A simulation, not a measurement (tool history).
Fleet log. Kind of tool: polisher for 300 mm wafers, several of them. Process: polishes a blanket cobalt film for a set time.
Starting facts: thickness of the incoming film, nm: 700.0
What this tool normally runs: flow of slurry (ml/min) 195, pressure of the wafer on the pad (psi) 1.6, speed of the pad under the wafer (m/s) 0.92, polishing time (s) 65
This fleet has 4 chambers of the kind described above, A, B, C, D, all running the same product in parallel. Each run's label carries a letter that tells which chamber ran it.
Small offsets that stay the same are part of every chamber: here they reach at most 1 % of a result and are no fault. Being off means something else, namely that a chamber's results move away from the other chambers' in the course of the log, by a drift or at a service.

| run | hour | flow of slurry (ml/min) | pressure of the wafer on the pad (psi) | speed of the pad under the wafer (m/s) | polishing time (s) | film removed (nm) |
|---|---|---|---|---|---|---|
|  | 1.1 | chamber C: worn pad replaced by a new one |
| 1D | 3.7 | 195 | 1.6 | 0.92 | 65 | 275.74 |
| 2C | 8.4 | 195 | 1.6 | 0.92 | 65 | 279.69 |
| 3B | 12.9 | 195 | 1.6 | 0.92 | 65 | 278.37 |
| 4A | 16.2 | 195 | 1.6 | 0.92 | 65 | 279.14 |
|  | 17.8 | chamber D: worn pad replaced by a new one |
| 5B | 21.2 | 195 | 1.6 | 0.92 | 65 | 276.01 |
| 6D | 25.6 | 195 | 1.6 | 0.92 | 65 | 277.52 |
| 7C | 30.7 | 195 | 1.6 | 0.92 | 65 | 279.13 |
| 8A | 33.7 | 195 | 1.6 | 0.92 | 65 | 278.19 |
| 9D | 38.7 | 195 | 1.6 | 0.92 | 65 | 277.34 |
| 10B | 43.3 | 195 | 1.6 | 0.92 | 65 | 278.06 |
| 11A | 48.4 | 195 | 1.6 | 0.92 | 65 | 280.89 |
| 12C | 51.4 | 195 | 1.6 | 0.92 | 65 | 277.33 |
| 13C | 57.8 | 195 | 1.6 | 0.92 | 65 | 280.34 |
|  | 58.9 | chamber A: worn pad replaced by a new one |
| 14D | 64 | 195 | 1.6 | 0.92 | 65 | 279.23 |
| 15A | 67.5 | 195 | 1.6 | 0.92 | 65 | 278.77 |
|  | 68.3 | chamber C: worn pad replaced by a new one |
| 16B | 71.1 | 195 | 1.6 | 0.92 | 65 | 276.05 |
| 17A | 74 | 195 | 1.6 | 0.92 | 65 | 274.35 |
| 18D | 79.7 | 195 | 1.6 | 0.92 | 65 | 278.6 |
| 19B | 83.9 | 195 | 1.6 | 0.92 | 65 | 277.77 |
| 20C | 89 | 195 | 1.6 | 0.92 | 65 | 282.73 |
| 21C | 92.7 | 195 | 2.1 | 0.92 | 65 | 367.08 |
| 22B | 98 | 195 | 2.1 | 0.92 | 65 | 363.49 |
| 23A | 101.4 | 195 | 2.1 | 0.92 | 65 | 364.82 |
|  | 104.9 | chamber C: slurry nozzle cleaned |
|  | 105.3 | chamber D: worn pad replaced by a new one |
| 24D | 106 | 195 | 2.1 | 0.92 | 65 | 364.15 |
|  | 110.7 | chamber B: worn pad replaced by a new one |
| 25D | 111 | 195 | 1.6 | 0.92 | 65 | 279.59 |
| 26B | 114 | 195 | 1.6 | 0.92 | 65 | 277.78 |
| 27A | 119.6 | 195 | 1.6 | 1.18 | 48 | 266.19 |
| 28C | 123.7 | 195 | 1.6 | 1.18 | 48 | 268.29 |
| 29D | 127.3 | 195 | 1.6 | 1.18 | 48 | 258.49 |
| 30C | 132.3 | 195 | 1.6 | 1.18 | 48 | 267.96 |
| 31A | 138.5 | 195 | 1.6 | 0.92 | 65 | 279.56 |
| 32B | 142.7 | 195 | 1.6 | 0.92 | 65 | 282.21 |
|  | 145.1 | chamber C: worn pad replaced by a new one |
| 33A | 148.6 | 195 | 1.6 | 0.92 | 65 | 279.15 |
| 34D | 154.9 | 155 | 1.6 | 1.16 | 65 | 338.56 |
| 35C | 158 | 155 | 1.6 | 1.16 | 65 | 342 |
| 36B | 163.2 | 155 | 1.6 | 1.16 | 65 | 339.13 |
| 37B | 167.2 | 155 | 1.6 | 1.16 | 65 | 335.81 |

Read the log: is a single chamber off, either drifting away or since a service, is the gauge that measures every chamber drifting, or is nothing wrong beyond small per-chamber offsets? Name any odd chamber and what most likely caused it.

The fleet is healthy, with each chamber sitting at its usual small offset and no drift in the gauge.

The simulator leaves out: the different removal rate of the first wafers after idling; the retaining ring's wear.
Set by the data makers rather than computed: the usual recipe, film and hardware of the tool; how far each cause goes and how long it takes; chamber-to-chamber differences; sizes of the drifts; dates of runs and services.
